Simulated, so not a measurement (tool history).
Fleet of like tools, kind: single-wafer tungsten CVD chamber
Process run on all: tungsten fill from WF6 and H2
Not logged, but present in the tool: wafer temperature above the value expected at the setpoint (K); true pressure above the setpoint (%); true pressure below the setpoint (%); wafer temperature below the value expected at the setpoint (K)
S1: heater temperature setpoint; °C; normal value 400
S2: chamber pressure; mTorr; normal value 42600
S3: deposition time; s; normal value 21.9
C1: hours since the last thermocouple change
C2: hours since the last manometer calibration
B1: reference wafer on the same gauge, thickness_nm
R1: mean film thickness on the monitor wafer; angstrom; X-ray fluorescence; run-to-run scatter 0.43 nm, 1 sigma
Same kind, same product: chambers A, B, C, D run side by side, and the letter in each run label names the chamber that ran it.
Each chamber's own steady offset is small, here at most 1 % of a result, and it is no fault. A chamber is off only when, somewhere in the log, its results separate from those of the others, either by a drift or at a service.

run 1B hour=5.9 | S1=400 S2=42600 S3=21.9 | C1=137.8 C2=1192.1 | B1=69.177 | R1=750.80
run 2A hour=16.3 | S1=400 S2=42600 S3=21.9 | C1=1180.0 C2=1484.0 | B1=69.092 | R1=752.21
run 3D hour=24.4 | S1=400 S2=42600 S3=21.9 | C1=1549.1 C2=1297.3 | B1=69.188 | R1=741.58
run 4C hour=35.6 | S1=400 S2=42600 S3=21.9 | C1=1495.0 C2=963.5 | B1=69.338 | R1=746.95
run 5B hour=45.8 | S1=400 S2=42600 S3=21.9 | C1=177.7 C2=1232.0 | B1=69.216 | R1=749.17
run 6D hour=56.6 | S1=400 S2=42600 S3=21.9 | C1=1581.3 C2=1329.5 | B1=69.245 | R1=749.90
run 7C hour=68.1 | S1=400 S2=42600 S3=21.9 | C1=1527.5 C2=996.0 | B1=69.286 | R1=746.51
run 8A hour=78.4 | S1=400 S2=42600 S3=21.9 | C1=1242.1 C2=1546.1 | B1=69.136 | R1=751.40
run 9C hour=89.0 | S1=400 S2=42600 S3=21.9 | C1=1548.4 C2=1016.9 | B1=69.181 | R1=737.51
run 10D hour=99.9 | S1=400 S2=42600 S3=21.9 | C1=1624.6 C2=1372.8 | B1=69.122 | R1=742.59
run 11A hour=109.4 | S1=400 S2=42600 S3=21.9 | C1=1273.1 C2=1577.1 | B1=69.271 | R1=748.09
run 12B hour=118.3 | S1=400 S2=42600 S3=21.9 | C1=250.2 C2=1304.5 | B1=69.140 | R1=749.42
run 13A hour=125.5 | S1=400 S2=42600 S3=21.9 | C1=1289.2 C2=1593.2 | B1=69.192 | R1=753.08
run 14B hour=135.7 | S1=400 S2=52000 S3=21.9 | C1=267.6 C2=1321.9 | B1=69.190 | R1=827.34
run 15C hour=145.3 | S1=400 S2=52000 S3=21.9 | C1=1604.7 C2=1073.2 | B1=69.326 | R1=817.74
run 16D hour=150.6 | S1=400 S2=52000 S3=21.9 | C1=1675.3 C2=1423.5 | B1=69.131 | R1=815.64
run 17B hour=160.6 | S1=400 S2=52000 S3=21.9 | C1=292.5 C2=1346.8 | B1=69.211 | R1=821.51
run 18A hour=171.4 | S1=400 S2=42600 S3=21.9 | C1=1335.1 C2=1639.1 | B1=69.181 | R1=749.28
run 19D hour=177.5 | S1=400 S2=42600 S3=21.9 | C1=1702.2 C2=1450.4 | B1=69.197 | R1=737.44
run 20C hour=185.8 | S1=400 S2=42600 S3=21.9 | C1=1645.2 C2=1113.7 | B1=69.191 | R1=745.02
run 21A hour=193.3 | S1=400 S2=42600 S3=21.9 | C1=1357.0 C2=1661.0 | B1=69.303 | R1=753.91
run 22B hour=199.4 | S1=400 S2=42600 S3=21.9 | C1=331.3 C2=1385.6 | B1=69.233 | R1=747.20
run 23D hour=210.3 | S1=400 S2=42600 S3=21.9 | C1=1735.0 C2=1483.2 | B1=69.189 | R1=744.01
run 24C hour=215.4 | S1=400 S2=42600 S3=21.9 | C1=1674.8 C2=1143.3 | B1=69.220 | R1=737.86

Predict what each chamber gives when all 4 of them run the settings below next.
run 25A hour=223.8 | S1=400 S2=42600 S3=25.6 | R1=?
run 25B hour=223.8 | S1=400 S2=42600 S3=25.6 | R1=?
run 25C hour=223.8 | S1=400 S2=42600 S3=25.6 | R1=?
run 25D hour=223.8 | S1=400 S2=42600 S3=25.6 | R1=?

run=25A R1=883.96
run=25B R1=875.78
run=25C R1=867.34
run=25D R1=862.67
